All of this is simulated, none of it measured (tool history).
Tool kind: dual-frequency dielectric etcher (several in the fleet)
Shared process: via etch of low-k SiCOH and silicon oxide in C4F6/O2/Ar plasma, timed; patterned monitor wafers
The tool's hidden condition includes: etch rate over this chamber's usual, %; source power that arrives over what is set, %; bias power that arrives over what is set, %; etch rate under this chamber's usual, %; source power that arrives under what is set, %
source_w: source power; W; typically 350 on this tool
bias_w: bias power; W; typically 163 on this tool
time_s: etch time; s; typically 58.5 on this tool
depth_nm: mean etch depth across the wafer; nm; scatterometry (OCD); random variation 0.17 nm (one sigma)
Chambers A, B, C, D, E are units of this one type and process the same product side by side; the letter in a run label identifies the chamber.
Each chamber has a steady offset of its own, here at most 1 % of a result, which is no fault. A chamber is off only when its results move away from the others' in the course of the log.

run     day  source_w  bias_w  time_s  hours since the last wet clean  hours since the last source power generator calibration  hours since the last bias power generator calibration  read-back reference wafer on the same gauge, depth_nm  depth_nm
 1A   0.462       350     163    58.5                            23.1                                                    690.2                                                 2394.3                                                    116    141.53
 2C   0.988       350     163    58.5                           386.4                                                   1109.1                                                 2482.5                                                 116.02    141.23
 3D   1.483       350     163    58.5                           221.2                                                      935                                                 1274.1                                                 115.94    139.19
 4E   1.846       350     163    58.5                           318.5                                                     72.5                                                   45.2                                                 115.94    139.88
 5B   2.238       350     163    58.5                           346.7                                                     4347                                                   4111                                                 115.92     140.1
 6B   2.771       350     163    58.5                           359.5                                                   4359.8                                                 4123.8                                                 115.94    140.03
      2.912  -- chamber B: source power generator calibrated
      3.192  -- chamber B: wet clean of the chamber
 7A   3.288       350     163    58.5                            90.9                                                      758                                                 2462.1                                                 115.92    141.37
 8C   3.696       350     163    58.5                           451.4                                                   1174.1                                                 2547.5                                                 115.88     141.2
 9E   4.204       420     163    58.5                           375.1                                                    129.1                                                  101.8                                                 115.87    150.39
10D   4.492       420     163    58.5                           293.4                                                   1007.2                                                 1346.3                                                 115.87    149.38
11C   4.921       420     163    58.5                           480.8                                                   1203.5                                                 2576.9                                                 115.82    151.48
12E   5.421       420     163    58.5                           404.3                                                    158.3                                                    131                                                 115.82    150.29
      5.679  -- chamber C: wet clean of the chamber
13D    5.75       420     163    58.5                           323.6                                                   1037.4                                                 1376.5                                                 115.82     149.5
14A   6.129       350     163    58.5                           159.1                                                    826.2                                                 2530.3                                                 115.82    141.04
15B   6.683       350     163    58.5                            83.8                                                     90.5                                                 4217.7                                                 115.79    140.01
16E   7.021       350     163    58.5                           442.7                                                    196.7                                                  169.4                                                 115.78    139.75
17D   7.346       350     163    58.5                           361.9                                                   1075.7                                                 1414.8                                                 115.74    139.12
18C   7.912       350     163    58.5                            53.7                                                   1275.3                                                 2648.7                                                 115.72    140.77
19B   8.375       350     163    58.5                           124.4                                                    131.1                                                 4258.3                                                 115.71    140.13
20A   8.954       350     163    58.5                           226.9                                                      894                                                 2598.1                                                 115.68    140.98
21E   9.321       350     163    58.5                           497.9                                                    251.9                                                  224.6                                                 115.67    139.85
22C   9.658       350     163    58.5                            95.6                                                   1317.2                                                 2690.6                                                 115.65    140.98
      9.783  -- chamber E: wet clean of the chamber
23D  10.292       350     163    58.5                           432.6                                                   1146.4                                                 1485.5                                                 115.66     139.1
24A  10.775       350     163    58.5                           270.6                                                    937.7                                                 2641.8                                                 115.66    140.86
25B  11.071       390     148    58.5                           189.1                                                    195.8                                                   4323                                                 115.63    141.72
26D  11.471       390     148    58.5                           460.9                                                   1174.7                                                 1513.8                                                 115.64    140.48
27E  12.079       390     148    58.5                            55.2                                                    318.1                                                  290.8                                                 115.58    140.94
     12.429  -- chamber D: wet clean of the chamber
28B  12.688       390     148    58.5                           227.9                                                    234.6                                                 4361.8                                                 115.59    141.52
29C  13.192       390     148    58.5                           180.4                                                     1402                                                 2775.4                                                 115.56    142.33
30A  13.738       350     163      52                           341.7                                                   1008.8                                                 2712.9                                                  115.6       125
31E  14.071       350     163      52                             103                                                    365.9                                                  338.6                                                 115.53    124.16
32A  14.358       350     163      52                           356.6                                                   1023.7                                                 2727.8                                                 115.53    125.11
33D  14.779       350     163      52                            56.5                                                   1254.1                                                 1593.2                                                 115.46    123.36
34C  15.338       350     163      52                           231.9                                                   1453.5                                                 2826.9                                                 115.45    125.09
35B  15.917       290     163      65                           305.4                                                    312.1                                                 4439.3                                                 115.48    143.94
36D  16.229       290     163      65                            91.3                                                   1288.9                                                   1628                                                 115.47    143.74
37C  16.758       290     163      65                             266                                                   1487.6                                                   2861                                                 115.43    145.37

All 5 chambers run these settings next. Forecast each chamber's results:
38A  17.212       410     163    58.5                                                                                                                                                                                                                ?
38B  17.212       410     163    58.5                                                                                                                                                                                                                ?
38C  17.212       410     163    58.5                                                                                                                                                                                                                ?
38D  17.212       410     163    58.5                                                                                                                                                                                                                ?
38E  17.212       410     163    58.5                                                                                                                                                                                                                ?

run  depth_nm
38A    149.63
38B    148.66
38C    149.71
38D    147.45
38E    148.19
